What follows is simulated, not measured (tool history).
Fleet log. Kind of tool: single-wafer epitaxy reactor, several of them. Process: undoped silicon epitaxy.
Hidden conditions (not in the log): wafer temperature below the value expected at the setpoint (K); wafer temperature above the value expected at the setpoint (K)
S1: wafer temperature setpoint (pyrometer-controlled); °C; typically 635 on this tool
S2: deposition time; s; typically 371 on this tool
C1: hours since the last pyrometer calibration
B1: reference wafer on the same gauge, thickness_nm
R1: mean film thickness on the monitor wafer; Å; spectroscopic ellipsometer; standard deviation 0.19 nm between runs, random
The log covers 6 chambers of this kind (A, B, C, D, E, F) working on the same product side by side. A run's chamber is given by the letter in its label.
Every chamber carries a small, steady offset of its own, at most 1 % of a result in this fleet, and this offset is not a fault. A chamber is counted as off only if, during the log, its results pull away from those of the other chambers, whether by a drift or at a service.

run	day	S1	S2	C1	B1	R1
1B	0.15	635	371	1464.3	48.323	446.56
2A	0.25	635	371	357.1	48.411	448.56
3F	0.408	635	371	1524.1	48.397	446.92
4C	0.588	635	371	1341.8	48.341	450.62
5D	0.7	635	371	80.3	48.411	447.18
6E	0.858	635	371	1937.3	48.417	445.83
7C	0.938	627	399	1350.2	48.424	404.24
8D	1.079	627	399	89.4	48.414	398.4
9F	1.183	627	399	1542.7	48.357	404.83
10B	1.358	627	399	1493.3	48.367	400.11
11A	1.546	627	399	388.2	48.451	401.51
12E	1.662	627	399	1956.6	48.412	398.47
13F	1.779	635	371	1557	48.452	446.96
14B	1.95	635	371	1507.5	48.391	451.24
15D	2.121	635	371	114.4	48.437	446.08
16A	2.246	635	371	405	48.371	441.67
17E	2.392	635	371	1974.1	48.414	444.94
# day 2.479: chamber F: pyrometer calibrated
18C	2.554	635	371	1389	48.407	448.97
19E	2.704	635	371	1981.6	48.427	443.78
20A	2.862	635	371	419.8	48.451	441.68
# day 2.938: chamber C: pyrometer calibrated
21B	2.971	635	371	1532	48.399	449.43
22D	3.158	626	371	139.3	48.391	361.93
23C	3.342	626	371	9.8	48.444	389.1
24F	3.467	626	371	23.8	48.383	364.89
25F	3.633	626	371	27.8	48.368	366.02
26D	3.717	626	371	152.7	48.439	361.88
27C	3.842	626	371	21.8	48.414	392.35
28A	4.012	635	371	447.4	48.382	445.96
29E	4.162	635	371	2016.6	48.451	445.44
30B	4.321	635	371	1564.4	48.444	449.52
31D	4.496	635	371	171.4	48.414	449.33
32F	4.671	635	371	52.7	48.434	450.99
33B	4.838	635	371	1576.8	48.419	446.78
34A	4.958	635	371	470.1	48.41	441.21
35E	5.075	635	371	2038.5	48.375	447.23
36C	5.167	635	371	53.6	48.42	475.75
37B	5.312	635	371	1588.2	48.403	443.06

One chamber off, gauge drift, or nothing amiss beyond the chambers' own small offsets? If it is a chamber, which one, and what is the likeliest cause?

Chamber C has stood off from the others ever since a service on it.
What lies behind it: wafer temperature above the value expected at the setpoint (K) = 2.53.

Below are 4 candidate recipes for chamber C's next run, each the usual settings with a change, their results shown as question marks. Which of them brings C's results back in line with what the other chambers give on the usual settings?
In line means no further than this from the other chambers' mean on the usual settings: R1 6.8 Å
38C-1	5.446	631	359			?
38C-2	5.446	638	371			?
38C-3	5.446	635	415			?
38C-4	5.446	633	365			?

Average result of the remaining chambers running the usual settings: R1 447.04 Å
run	R1
38C-1	420.42
38C-2	507.09
38C-3	531.03
38C-4	446.85
Change 38C-4 lands the chamber within the allowed miss of the other chambers.
